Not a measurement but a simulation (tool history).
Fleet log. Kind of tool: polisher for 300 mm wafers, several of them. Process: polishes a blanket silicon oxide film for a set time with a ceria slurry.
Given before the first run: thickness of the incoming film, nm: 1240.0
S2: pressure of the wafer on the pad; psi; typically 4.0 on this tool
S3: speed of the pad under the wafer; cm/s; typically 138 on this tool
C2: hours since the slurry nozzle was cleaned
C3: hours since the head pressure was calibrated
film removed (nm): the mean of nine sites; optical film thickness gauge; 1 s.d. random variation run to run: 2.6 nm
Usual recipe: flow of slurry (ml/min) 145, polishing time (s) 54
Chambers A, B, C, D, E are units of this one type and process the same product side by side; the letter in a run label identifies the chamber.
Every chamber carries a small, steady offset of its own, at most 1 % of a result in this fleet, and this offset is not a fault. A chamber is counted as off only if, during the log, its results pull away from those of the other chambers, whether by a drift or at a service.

Run 1C, hour 4.5: usual settings; wafers polished on this pad 511; C2 342.3; C3 262.1. Result: film removed (nm) 429.84.
Run 2B, hour 8.8: usual settings; wafers polished on this pad 1082; C2 390.9; C3 73.9. Result: film removed (nm) 430.31.
At hour 14.2: chamber B: worn pad replaced by a new one.
Run 3D, hour 16.7: usual settings; wafers polished on this pad 471; C2 233.9; C3 470.1. Result: film removed (nm) 427.94.
At hour 19.4: chamber A: worn pad replaced by a new one.
Run 4A, hour 22.2: usual settings; wafers polished on this pad 43; C2 527.4; C3 703.3. Result: film removed (nm) 429.60.
Run 5E, hour 26.0: usual settings; wafers polished on this pad 564; C2 141.8; C3 359.1. Result: film removed (nm) 432.11.
At hour 30.6: chamber E: worn pad replaced by a new one.
Run 6B, hour 32.4: usual settings; wafers polished on this pad 280; C2 414.5; C3 97.5. Result: film removed (nm) 425.73.
Run 7E, hour 40.5: usual settings; wafers polished on this pad 152; C2 156.3; C3 373.6. Result: film removed (nm) 433.59.
At hour 45.1: chamber C: worn pad replaced by a new one.
Run 8D, hour 46.5: usual settings; wafers polished on this pad 929; C2 263.7; C3 499.9. Result: film removed (nm) 425.64.
Run 9A, hour 50.1: usual settings; wafers polished on this pad 471; C2 555.3; C3 731.2. Result: film removed (nm) 430.60.
At hour 52.6: chamber E: head pressure recalibrated.
Run 10C, hour 54.3: usual settings; wafers polished on this pad 141; C2 392.1; C3 311.9. Result: film removed (nm) 425.02.
Run 11E, hour 60.4: usual settings but flow of slurry (ml/min) 165, S2 5.1 psi; wafers polished on this pad 458; C2 176.2; C3 7.9. Result: film removed (nm) 553.27.
Run 12A, hour 66.2: usual settings but flow of slurry (ml/min) 165, S2 5.1 psi; wafers polished on this pad 719; C2 571.4; C3 747.3. Result: film removed (nm) 558.67.
At hour 70.0: chamber D: head pressure recalibrated.
Run 13D, hour 73.9: usual settings but flow of slurry (ml/min) 165, S2 5.1 psi; wafers polished on this pad 1350; C2 291.1; C3 4.0. Result: film removed (nm) 549.30.
At hour 76.4: chamber E: worn pad replaced by a new one.
Run 14B, hour 77.7: usual settings but flow of slurry (ml/min) 165, S2 5.1 psi; wafers polished on this pad 977; C2 459.8; C3 142.8. Result: film removed (nm) 557.32.
Run 15C, hour 82.0: usual settings but flow of slurry (ml/min) 165, S2 5.1 psi; wafers polished on this pad 567; C2 419.8; C3 339.6. Result: film removed (nm) 557.35.
Run 16D, hour 86.5: usual settings; wafers polished on this pad 1544; C2 303.7; C3 16.6. Result: film removed (nm) 423.92.
At hour 90.6: chamber B: worn pad replaced by a new one.
Run 17C, hour 94.7: usual settings; wafers polished on this pad 762; C2 432.5; C3 352.3. Result: film removed (nm) 430.32.
At hour 96.4: chamber A: worn pad replaced by a new one.
Run 18B, hour 101.5: usual settings; wafers polished on this pad 168; C2 483.6; C3 166.6. Result: film removed (nm) 424.59.
Run 19A, hour 106.9: usual settings but S3 106 cm/s, polishing time (s) 66; wafers polished on this pad 162; C2 612.1; C3 788.0. Result: film removed (nm) 403.79.
At hour 115.2: chamber C: worn pad replaced by a new one.
Run 20E, hour 115.2: usual settings but S3 106 cm/s, polishing time (s) 66; wafers polished on this pad 597; C2 231.0; C3 62.7. Result: film removed (nm) 410.93.
At hour 116.5: chamber E: worn pad replaced by a new one.
Run 21C, hour 121.6: usual settings but S3 106 cm/s, polishing time (s) 66; wafers polished on this pad 99; C2 459.4; C3 379.2. Result: film removed (nm) 404.68.
Run 22A, hour 128.9: usual settings but S3 106 cm/s, polishing time (s) 66; wafers polished on this pad 500; C2 634.1; C3 810.0. Result: film removed (nm) 403.56.
Run 23D, hour 133.9: usual settings but S3 106 cm/s, polishing time (s) 66; wafers polished on this pad 2272; C2 351.1; C3 64.0. Result: film removed (nm) 390.60.
Run 24E, hour 137.5: usual settings; wafers polished on this pad 323; C2 253.3; C3 85.0. Result: film removed (nm) 428.05.
Run 25B, hour 143.7: usual settings but S2 2.8 psi, polishing time (s) 72; wafers polished on this pad 817; C2 525.8; C3 208.8. Result: film removed (nm) 399.99.
At hour 146.1: chamber D: slurry nozzle cleaned.
Run 26E, hour 147.3: usual settings but S2 2.8 psi, polishing time (s) 72; wafers polished on this pad 474; C2 263.1; C3 94.8. Result: film removed (nm) 402.96.
At hour 148.7: chamber B: slurry nozzle cleaned.
At hour 149.2: chamber C: head pressure recalibrated.
At hour 150.3: chamber E: worn pad replaced by a new one.
Run 27A, hour 155.2: usual settings but S2 2.8 psi, polishing time (s) 72; wafers polished on this pad 905; C2 660.4; C3 836.3. Result: film removed (nm) 404.99.
Run 28D, hour 161.8: usual settings but S2 2.8 psi, polishing time (s) 72; wafers polished on this pad 2701; C2 15.7; C3 91.9. Result: film removed (nm) 380.18.
Run 29C, hour 168.2: usual settings but S2 2.8 psi, polishing time (s) 72; wafers polished on this pad 816; C2 506.0; C3 19.0. Result: film removed (nm) 397.63.
Run 30B, hour 174.9: usual settings; wafers polished on this pad 1296; C2 26.2; C3 240.0. Result: film removed (nm) 423.39.
At hour 181.8: chamber B: worn pad replaced by a new one.
Run 31D, hour 181.9: usual settings; wafers polished on this pad 3010; C2 35.8; C3 112.0. Result: film removed (nm) 405.05.
Run 32E, hour 187.1: usual settings; wafers polished on this pad 565; C2 302.9; C3 134.6. Result: film removed (nm) 429.28.
Run 33B, hour 190.9: usual settings but polishing time (s) 43; wafers polished on this pad 139; C2 42.2; C3 256.0. Result: film removed (nm) 343.87.
At hour 194.3: chamber A: worn pad replaced by a new one.
Run 34A, hour 199.0: usual settings but polishing time (s) 43; wafers polished on this pad 73; C2 704.2; C3 880.1. Result: film removed (nm) 342.27.

Does one chamber stand apart from the rest, does the shared gauge drift, or is all well apart from small per-chamber offsets? Give the chamber and the most likely cause, where there is one.

One chamber, D, drifts off from the rest bit by bit.
Most likely cause: removal rate lost through wear of the pad, % = 4.95.

Below are 4 candidate recipes for chamber D's next run, each the usual settings with a change, their results shown as question marks. Which of them brings D's results back in line with what the other chambers give on the usual settings?
Allowed miss from the other chambers' usual-settings mean, per result, to count as in line: film removed (nm) 9.10
Run 35D-1, hour 204.9: usual settings but S3 136 cm/s. Result: film removed (nm) ?.
Run 35D-2, hour 204.9: usual settings but S2 3.8 psi. Result: film removed (nm) ?.
Run 35D-3, hour 204.9: usual settings but S3 142 cm/s, polishing time (s) 56. Result: film removed (nm) ?.
Run 35D-4, hour 204.9: usual settings but S3 140 cm/s. Result: film removed (nm) ?.

What the other chambers average on the usual settings: film removed (nm) 430.30
  run  film removed (nm)
35D-1             401.86
35D-2             387.08
35D-3             434.98
35D-4             413.58
Change 35D-3 lands the chamber within the allowed miss of the other chambers.
